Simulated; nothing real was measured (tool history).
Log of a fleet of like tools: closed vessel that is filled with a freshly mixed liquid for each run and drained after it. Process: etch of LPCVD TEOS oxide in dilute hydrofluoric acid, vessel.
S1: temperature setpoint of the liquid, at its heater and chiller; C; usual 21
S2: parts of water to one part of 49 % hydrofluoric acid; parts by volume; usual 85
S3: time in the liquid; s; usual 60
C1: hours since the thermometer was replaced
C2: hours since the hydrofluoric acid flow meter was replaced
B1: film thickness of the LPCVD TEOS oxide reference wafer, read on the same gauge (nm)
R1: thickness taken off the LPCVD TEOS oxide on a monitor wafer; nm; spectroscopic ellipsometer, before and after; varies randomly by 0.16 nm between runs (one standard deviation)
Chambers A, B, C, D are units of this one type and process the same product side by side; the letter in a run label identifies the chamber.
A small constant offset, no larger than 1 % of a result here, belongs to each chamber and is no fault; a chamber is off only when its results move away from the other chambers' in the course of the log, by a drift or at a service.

run	hour	S1	S2	S3	C1	C2	B1	R1
1B	7.3	21	85	60	722.7	2317.4	29.983	20.556
2C	13.1	21	85	60	2470.4	88.5	30.001	20.368
3D	17.6	21	85	60	348.2	1755.7	30.004	20.474
4A	25.5	21	85	60	534.6	441.6	29.997	20.193
5C	35.7	17.5	55	60	2493	111.1	30.014	28.038
6D	43.7	17.5	55	60	374.3	1781.8	29.984	27.976
# hour 45.4: chamber B: hydrofluoric acid flow meter replaced
7B	49.3	17.5	55	60	764.7	4	29.978	27.891
8A	54.9	17.5	55	60	564	471	29.999	27.939
9C	61.1	21	85	60	2518.4	136.5	29.993	20.26
10A	65.8	21	85	60	574.9	481.9	30.023	20.139
11D	74.7	21	65	60	405.3	1812.8	29.99	27.762
12B	80.5	21	65	60	795.9	35.2	30.028	27.324
13D	86.4	21	65	60	417	1824.5	29.98	27.028
14B	93.8	21	65	60	809.2	48.5	29.987	27.284
# hour 95.9: chamber A: thermometer replaced
15C	102.7	21	85	60	2560	178.1	29.995	20.345
16A	112.5	21	85	60	16.6	528.6	29.992	20.635
# hour 118: chamber C: thermometer replaced
17C	119	21	85	60	1.1	194.4	30.001	20.287
18A	125.9	21	85	60	30	542	30.003	20.384
19B	132.9	21	85	60	848.3	87.6	30.001	20.006
20D	139.1	21	85	60	469.7	1877.2	29.992	20.49
21D	147.9	21	85	60	478.5	1886	29.981	20.341
22A	156.8	21	85	60	60.9	572.9	30.019	20.404
23C	161.4	21	85	60	43.5	236.8	29.993	20.485
24B	171.7	21	85	60	887.1	126.4	30.014	19.722
25A	177.7	21	85	60	81.8	593.8	29.989	20.119
26B	183.1	21	85	60	898.5	137.8	30	19.579
27C	188.8	25.5	85	75	70.9	264.2	30.034	30.846
28D	194.3	25.5	85	75	524.9	1932.4	30.005	30.629
29A	200.8	25.5	85	75	104.9	616.9	30.002	30.427
30B	208.5	25.5	85	75	923.9	163.2	29.999	28.843
31D	218.4	21	85	60	549	1956.5	29.989	20.506
32C	224.7	21	85	60	106.8	300.1	30.004	20.215
33A	235	21	85	60	139.1	651.1	29.984	20.689
34C	244.2	21	85	60	126.3	319.6	29.979	20.489
35B	249.9	21	85	60	965.3	204.6	30.02	18.986
# hour 256.7: chamber D: hydrofluoric acid flow meter replaced
36D	260.3	19	85	90	590.9	3.7	30.014	28.048
37D	270.7	19	85	90	601.3	14.1	29.996	28.001
38B	278.6	19	85	90	994	233.3	29.978	25.744
39C	288.3	19	85	90	170.4	363.7	30.001	28.578
40A	295.3	21	85	60	199.4	711.4	30.006	19.992
41A	301	21	85	60	205.1	717.1	29.981	20.212
42C	309.2	21	85	60	191.3	384.6	29.992	20.324
43D	315.1	21	85	60	645.7	58.5	29.974	20.038

Has any chamber moved away from the others, gradually or after a service, or does the common gauge drift, or do the chambers differ only by their own small steady offsets? State the chamber and the most likely cause if one applies.

Little by little, chamber B moves away from the other chambers.
What lies behind it: liquid colder than its thermometer reads (K) = 2.33.
The log may not tell that from: hydrofluoric acid flow below the setpoint (%).

Chamber B could run next with any of the 4 candidate recipes listed below; each alters the usual settings, and their results appear as question marks. Which one brings its results back in line with what the other chambers deliver on the usual settings?
Allowed miss from the other chambers' usual-settings mean, per result, to count as in line: R1 0.56 nm
44B-1	322.7	20.5	85	55				?
44B-2	322.7	21.5	85	65				?
44B-3	322.7	21.5	75	60				?
44B-4	322.7	17.5	85	60				?

Mean of the other chambers on the usual settings: R1 20.415 nm
run	R1
44B-1	16.551
44B-2	20.407
44B-3	21.604
44B-4	15.85
Change 44B-2 lands the chamber within the allowed miss of the other chambers.
